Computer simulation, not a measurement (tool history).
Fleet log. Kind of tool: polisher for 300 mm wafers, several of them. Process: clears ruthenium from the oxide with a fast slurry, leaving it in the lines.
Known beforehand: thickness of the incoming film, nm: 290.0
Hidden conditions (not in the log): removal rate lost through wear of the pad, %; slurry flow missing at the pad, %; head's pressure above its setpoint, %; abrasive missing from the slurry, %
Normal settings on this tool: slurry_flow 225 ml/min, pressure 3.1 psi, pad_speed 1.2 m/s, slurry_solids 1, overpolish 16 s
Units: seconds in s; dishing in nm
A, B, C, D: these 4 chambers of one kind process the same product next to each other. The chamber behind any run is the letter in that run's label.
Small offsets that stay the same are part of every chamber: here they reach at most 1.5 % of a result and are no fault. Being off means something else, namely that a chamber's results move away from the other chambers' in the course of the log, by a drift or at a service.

run   hour  slurry_flow  pressure  pad_speed  slurry_solids  overpolish  wafers polished on this pad  hours since the slurry nozzle was cleaned  hours since the head pressure was calibrated  hours since the slurry blender was calibrated  seconds  dishing
 1D    6.2          225       3.1        1.2              1          16                          533                                      268.8                                           226                                          151.9   58.457   57.197
 2B   11.6          225       3.1        1.2              1          16                          321                                       56.7                                           242                                           24.3   57.663   55.679
 3C   15.3          225       3.1        1.2              1          16                          177                                      635.2                                          98.4                                          316.8   58.586   54.426
 4A   22.1          225       3.1        1.2              1          16                          789                                      281.4                                         223.3                                          140.5   59.505   56.358
      22.3  -- chamber A: worn pad replaced by a new one
 5C   28.1          225       3.1        1.2              1          16                          256                                        648                                         111.2                                          329.6     60.1   57.412
 6B   34.9          225       3.1        1.2              1          16                          463                                         80                                         265.3                                           47.6    59.26    58.04
 7A   39.6          225       3.1        1.2              1          16                          105                                      298.9                                         240.8                                            158   58.861   57.358
 8D   44.4          225       3.1        1.2              1          16                          766                                        307                                         264.2                                          190.1   59.429   56.041
 9B   51.7          225       3.1        1.2              1          16                          566                                       96.8                                         282.1                                           64.4   59.836   57.806
10D   57.4          225       3.1        1.2              1          16                          846                                        320                                         277.2                                          203.1   59.449   55.802
      57.7  -- chamber D: slurry blender recalibrated
11A   61.5          225       3.1        1.2              1          16                          240                                      320.8                                         262.7                                          179.9   61.159   55.671
12C   68.9          225       3.1        1.2              1          16                          505                                      688.8                                           152                                          370.4   59.327   58.249
13B   72.9          225       3.1        1.2              1          16                          696                                        118                                         303.3                                           85.6   58.855   59.878
14C   77.1          225       3.1        1.2              1          16                          556                                        697                                         160.2                                          378.6   58.478   56.454
15A   81.3          225         2        1.2              1          16                          361                                      340.6                                         282.5                                          199.7   96.258   36.974
16D   84.8          225         2        1.2              1          16                         1014                                      347.4                                         304.6                                           27.1   90.239   39.652
17C   89.3          225         2        1.2              1          16                          630                                      709.2                                         172.4                                          390.8   92.671   39.863
      95.8  -- chamber B: worn pad replaced by a new one
18D   96.4          225         2        1.2              1          16                         1085                                        359                                         316.2                                           38.7   92.682   38.924
19A  102.3          225       3.1        1.2              1          16                          489                                      361.6                                         303.5                                          220.7    63.36   52.186
20B  109.4          225       3.1        1.2              1          16                           83                                      154.5                                         339.8                                          122.1   59.836   56.697
     109.6  -- chamber A: head pressure recalibrated
21B  115.7          225       3.1        1.2              1          16                          122                                      160.8                                         346.1                                          128.4   59.681   58.802
     117.5  -- chamber D: worn pad replaced by a new one
     120.4  -- chamber C: worn pad replaced by a new one
22D  122.4          305       3.1        1.2              1          16                           30                                        385                                         342.2                                           64.7   58.295   57.661
23C  125.9          305       3.1        1.2              1          16                           34                                      745.8                                           209                                          427.4    57.51   56.516
24A  132.4          305       3.1        1.2              1          16                          674                                      391.7                                          22.8                                          250.8   65.818   52.003

Has any chamber moved away from the others, gradually or after a service, or does the common gauge drift, or do the chambers differ only by their own small steady offsets? State the chamber and the most likely cause if one applies.

Chamber A drifts away from the others.
Most likely cause: abrasive missing from the slurry, % = 26.
With only this log, it may be confused with: removal rate lost through wear of the pad, %.

Which of the 4 candidates below, each the usual settings with something changed and its results left as question marks, puts chamber A back in line with what the other chambers give on the usual settings?
To be in line, a result may differ from the other chambers' mean on the usual settings by at most: seconds 2.7 s; dishing 4.1 nm
25A-1  137.8          220       2.8       1.06           0.95          16                                                                                                                                                                             ?        ?
25A-2  137.8          225       3.3       1.28           1.05          16                                                                                                                                                                             ?        ?
25A-3  137.8          230       3.5       1.34           1.05          16                                                                                                                                                                             ?        ?
25A-4  137.8          225       2.9       1.12              1          16                                                                                                                                                                             ?        ?

Usual-settings mean across the other chambers: seconds 59.397 s; dishing 56.831 nm
  run  seconds  dishing
25A-1   89.512   40.097
25A-2   59.314   56.191
25A-3   53.274   61.052
25A-4   79.252   44.434
With 25A-2, the chamber falls back in line with the rest.
